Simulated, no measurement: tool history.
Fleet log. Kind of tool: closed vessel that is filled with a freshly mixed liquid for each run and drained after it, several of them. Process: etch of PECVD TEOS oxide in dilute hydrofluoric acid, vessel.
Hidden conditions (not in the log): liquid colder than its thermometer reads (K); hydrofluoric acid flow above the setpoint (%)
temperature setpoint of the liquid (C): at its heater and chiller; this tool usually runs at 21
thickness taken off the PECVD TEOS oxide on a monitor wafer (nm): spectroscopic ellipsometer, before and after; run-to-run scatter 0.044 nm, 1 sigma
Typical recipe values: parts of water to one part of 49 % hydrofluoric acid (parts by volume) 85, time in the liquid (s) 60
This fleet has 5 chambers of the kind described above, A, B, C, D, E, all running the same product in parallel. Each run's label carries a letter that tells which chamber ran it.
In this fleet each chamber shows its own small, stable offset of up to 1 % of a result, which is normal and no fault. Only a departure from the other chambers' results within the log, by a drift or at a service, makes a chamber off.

run,hour,temperature setpoint of the liquid (C),parts of water to one part of 49 % hydrofluoric acid (parts by volume),time in the liquid (s),hours since the thermometer was replaced,hours since the hydrofluoric acid flow meter was replaced,"read-back film thickness of the PECVD TEOS oxide reference wafer, read on the same gauge (nm)",thickness taken off the PECVD TEOS oxide on a monitor wafer (nm)
1B,10.6,21,85,60,567.3,315.5,129.97,5.8845
2E,20.8,21,85,60,738.3,39.9,130,5.8449
3A,30.8,21,85,60,1676.6,682.8,130,5.9283
4C,42.8,21,85,60,2130.8,1294.5,129.98,5.9301
5D,50.4,21,85,60,711,190.8,130.02,5.9879
6C,58.5,21,85,60,2146.5,1310.2,130.04,5.9082
7D,70.7,21,85,60,731.3,211.1,130,5.971
8E,82.8,21,85,60,800.3,101.9,130.01,5.8655
9B,95.7,21,85,60,652.4,400.6,130.01,5.9392
10A,111.6,21,85,60,1757.4,763.6,130.03,5.9776
11B,123.8,21,85,60,680.5,428.7,130.02,5.9713
12E,134.3,21,85,60,851.8,153.4,129.98,5.8744
13A,147.1,21,85,60,1792.9,799.1,130.03,5.8848
14D,159.2,21,85,60,819.8,299.6,130.01,5.9538
15C,172.6,24.5,100,60,2260.6,1424.3,129.99,5.6887
16D,184.4,24.5,100,60,845,324.8,130.01,5.7067
17E,198.6,24.5,100,60,916.1,217.7,130.01,5.6296
18C,206.7,24.5,100,60,2294.7,1458.4,130.01,5.7066
19B,221.2,24.5,100,60,777.9,526.1,129.98,5.606
20A,228.5,21,85,60,1874.3,880.5,130,5.7811
21C,238.3,21,85,60,2326.3,1490,130.03,5.9785
22D,252.2,21,85,60,912.8,392.6,129.98,6.0132
23B,262.5,21,85,60,819.2,567.4,130.01,5.9528
# hour 271.8: chamber C: thermometer replaced
24E,278.4,21,85,75,995.9,297.5,130.01,7.3789
25A,287.3,21,85,75,1933.1,939.3,130,7.1136
26E,294.2,21,85,75,1011.7,313.3,130.01,7.2979
27A,301.7,21,85,75,1947.5,953.7,129.99,7.0735
28B,316,21,85,75,872.7,620.9,129.98,7.4381
29D,327.4,26,70,60,988,467.8,129.99,9.0769
30C,338.6,26,70,60,66.8,1590.3,130.01,9.0229
31B,345.6,26,70,60,902.3,650.5,129.98,8.9299
32A,360.8,26,70,60,2006.6,1012.8,129.99,8.49
33D,373.1,26,70,60,1033.7,513.5,130,9.0603
34C,381.5,21,85,60,109.7,1633.2,130.01,5.9032
35E,391.1,21,65,60,1108.6,410.2,130,7.7803
36B,399.4,21,65,60,956.1,704.3,129.97,7.9452
37A,412.6,21,65,60,2058.4,1064.6,129.98,7.3688
38E,424.6,21,65,60,1142.1,443.7,129.99,7.8531
39D,437.8,21,65,60,1098.4,578.2,130,8.0434

The same settings go to every chamber for the next run, one line per chamber below. Forecast the results for each:
40A,449.2,21,110,60,,,,?
40B,449.2,21,110,60,,,,?
40C,449.2,21,110,60,,,,?
40D,449.2,21,110,60,,,,?
40E,449.2,21,110,60,,,,?

run,thickness taken off the PECVD TEOS oxide on a monitor wafer (nm)
40A,4.1042
40B,4.4516
40C,4.4484
40D,4.4895
40E,4.4605
